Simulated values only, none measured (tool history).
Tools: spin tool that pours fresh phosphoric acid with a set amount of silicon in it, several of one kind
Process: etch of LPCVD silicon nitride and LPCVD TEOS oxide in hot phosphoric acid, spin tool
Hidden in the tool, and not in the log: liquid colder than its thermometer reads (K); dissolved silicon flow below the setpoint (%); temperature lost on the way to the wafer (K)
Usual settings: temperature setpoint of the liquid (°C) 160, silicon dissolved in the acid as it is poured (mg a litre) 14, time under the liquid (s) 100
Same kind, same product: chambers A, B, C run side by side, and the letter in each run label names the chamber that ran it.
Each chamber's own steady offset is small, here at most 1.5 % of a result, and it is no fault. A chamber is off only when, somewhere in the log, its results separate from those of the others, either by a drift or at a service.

| run | day | temperature setpoint of the liquid (°C) | silicon dissolved in the acid as it is poured (mg a litre) | time under the liquid (s) | hours since the thermometer was replaced | hours since the dissolved silicon flow meter was replaced | hours since the heated supply line was repaired | read-back film thickness of the LPCVD silicon nitride reference wafer, read on the same gauge (nm) | read-back film thickness of the LPCVD TEOS oxide reference wafer, read on the same gauge (nm) | thickness taken off the LPCVD silicon nitride on a monitor wafer (nm) | thickness taken off the LPCVD TEOS oxide on a monitor wafer (nm) |
|---|---|---|---|---|---|---|---|---|---|---|---|
| 1A | 0.292 | 160 | 14 | 100 | 614.8 | 222 | 160.5 | 140 | 80.019 | 8.9594 | 0.4655 |
| 2C | 0.604 | 160 | 14 | 100 | 754.4 | 563.4 | 2623.4 | 140 | 79.999 | 8.9073 | 0.53768 |
|  | 0.904 | chamber A: thermometer replaced |
| 3B | 1.058 | 160 | 14 | 100 | 275.8 | 778.4 | 589.3 | 140.01 | 79.999 | 8.8735 | 0.46344 |
| 4B | 1.546 | 160 | 14 | 100 | 287.5 | 790.1 | 601 | 139.98 | 80.038 | 8.8374 | 0.51596 |
| 5A | 2.021 | 158.5 | 14 | 130 | 26.8 | 263.5 | 202 | 139.99 | 79.974 | 11.088 | 0.58016 |
| 6C | 2.5 | 158.5 | 14 | 130 | 799.9 | 608.9 | 2668.9 | 140.02 | 80.02 | 11.107 | 0.59293 |
| 7A | 2.992 | 158.5 | 14 | 130 | 50.1 | 286.8 | 225.3 | 140 | 80.029 | 10.991 | 0.56902 |
|  | 3.262 | chamber C: heated supply line repaired |
| 8C | 3.612 | 160 | 14 | 100 | 826.6 | 635.6 | 8.4 | 140 | 80.013 | 8.826 | 0.50377 |
| 9B | 4.133 | 160 | 14 | 100 | 349.6 | 852.2 | 663.1 | 139.98 | 79.949 | 8.8945 | 0.47982 |
| 10B | 4.625 | 160 | 6.5 | 120 | 361.4 | 864 | 674.9 | 139.99 | 79.972 | 10.712 | 0.66576 |
| 11A | 5.217 | 160 | 6.5 | 120 | 103.5 | 340.2 | 278.7 | 140.04 | 79.956 | 10.59 | 0.67424 |
| 12C | 5.642 | 160 | 6.5 | 120 | 875.3 | 684.3 | 57.1 | 140.04 | 79.995 | 10.638 | 0.71274 |
| 13B | 6.15 | 160 | 14 | 100 | 398 | 900.6 | 711.5 | 140.02 | 79.972 | 8.9205 | 0.50389 |
| 14C | 6.521 | 162 | 6 | 100 | 896.4 | 705.4 | 78.2 | 140.03 | 79.995 | 9.5261 | 0.68773 |
| 15A | 7.033 | 162 | 6 | 100 | 147.1 | 383.8 | 322.3 | 139.97 | 80.006 | 9.4849 | 0.70966 |
| 16C | 7.404 | 162 | 6 | 100 | 917.6 | 726.6 | 99.4 | 139.98 | 79.986 | 9.5979 | 0.64622 |
| 17A | 7.962 | 158 | 14 | 100 | 169.4 | 406.1 | 344.6 | 140.01 | 79.946 | 8.3683 | 0.42615 |
| 18B | 8.642 | 158 | 14 | 100 | 457.8 | 960.4 | 771.3 | 139.98 | 79.959 | 8.2566 | 0.40433 |
| 19B | 9.171 | 158 | 14 | 100 | 470.5 | 973.1 | 784 | 140.05 | 80.011 | 8.3675 | 0.41908 |
| 20A | 9.792 | 160 | 14 | 100 | 213.3 | 450 | 388.5 | 140 | 79.998 | 8.8207 | 0.51914 |
| 21C | 10.329 | 160 | 14 | 100 | 987.8 | 796.8 | 169.6 | 140.03 | 79.996 | 8.9324 | 0.49016 |
| 22C | 10.762 | 160 | 14 | 100 | 998.2 | 807.2 | 180 | 140 | 80.027 | 9.0243 | 0.51066 |
| 23A | 11.275 | 160 | 20 | 155 | 248.9 | 485.6 | 424.1 | 139.97 | 79.991 | 13.721 | 0.59219 |
| 24B | 11.596 | 160 | 20 | 155 | 528.7 | 1031.3 | 842.2 | 140.05 | 80.006 | 13.836 | 0.67197 |
| 25A | 12.254 | 160 | 20 | 155 | 272.4 | 509.1 | 447.6 | 140.03 | 79.967 | 13.794 | 0.68142 |
| 26C | 12.754 | 160 | 14 | 100 | 1046 | 855 | 227.8 | 140.01 | 79.986 | 8.9227 | 0.48002 |
| 27B | 13.254 | 160 | 14 | 100 | 568.5 | 1071.1 | 882 | 139.98 | 79.995 | 8.8987 | 0.48787 |
| 28A | 13.642 | 160 | 14 | 100 | 305.7 | 542.4 | 480.9 | 140.03 | 79.992 | 8.9024 | 0.48572 |
| 29B | 14.271 | 160 | 14 | 100 | 592.9 | 1095.5 | 906.4 | 140.06 | 80.002 | 8.9062 | 0.45865 |
| 30C | 14.692 | 160 | 14 | 100 | 1092.5 | 901.5 | 274.3 | 139.93 | 79.985 | 9.1262 | 0.49352 |
| 31A | 15.354 | 160 | 14 | 100 | 346.8 | 583.5 | 522 | 140 | 79.98 | 8.9484 | 0.47306 |
| 32C | 15.825 | 160 | 14 | 100 | 1119.7 | 928.7 | 301.5 | 140.02 | 79.972 | 9.0021 | 0.5103 |
| 33B | 16.246 | 160 | 14 | 100 | 640.3 | 1142.9 | 953.8 | 140.01 | 80.017 | 8.8196 | 0.50314 |
| 34A | 16.6 | 160 | 14 | 100 | 376.7 | 613.4 | 551.9 | 140.02 | 79.981 | 8.91 | 0.49961 |
| 35B | 17 | 160 | 14 | 100 | 658.4 | 1161 | 971.9 | 139.99 | 79.946 | 8.8248 | 0.46259 |
| 36C | 17.333 | 160 | 14 | 100 | 1155.9 | 964.9 | 337.7 | 139.96 | 80.039 | 8.9855 | 0.4718 |
| 37A | 17.729 | 160 | 14 | 100 | 403.8 | 640.5 | 579 | 139.98 | 80.004 | 8.8763 | 0.49037 |

One chamber off, gauge drift, or nothing amiss beyond the chambers' own small offsets? If it is a chamber, which one, and what is the likeliest cause?

The fleet is healthy, with each chamber sitting at its usual small offset and no drift in the gauge.

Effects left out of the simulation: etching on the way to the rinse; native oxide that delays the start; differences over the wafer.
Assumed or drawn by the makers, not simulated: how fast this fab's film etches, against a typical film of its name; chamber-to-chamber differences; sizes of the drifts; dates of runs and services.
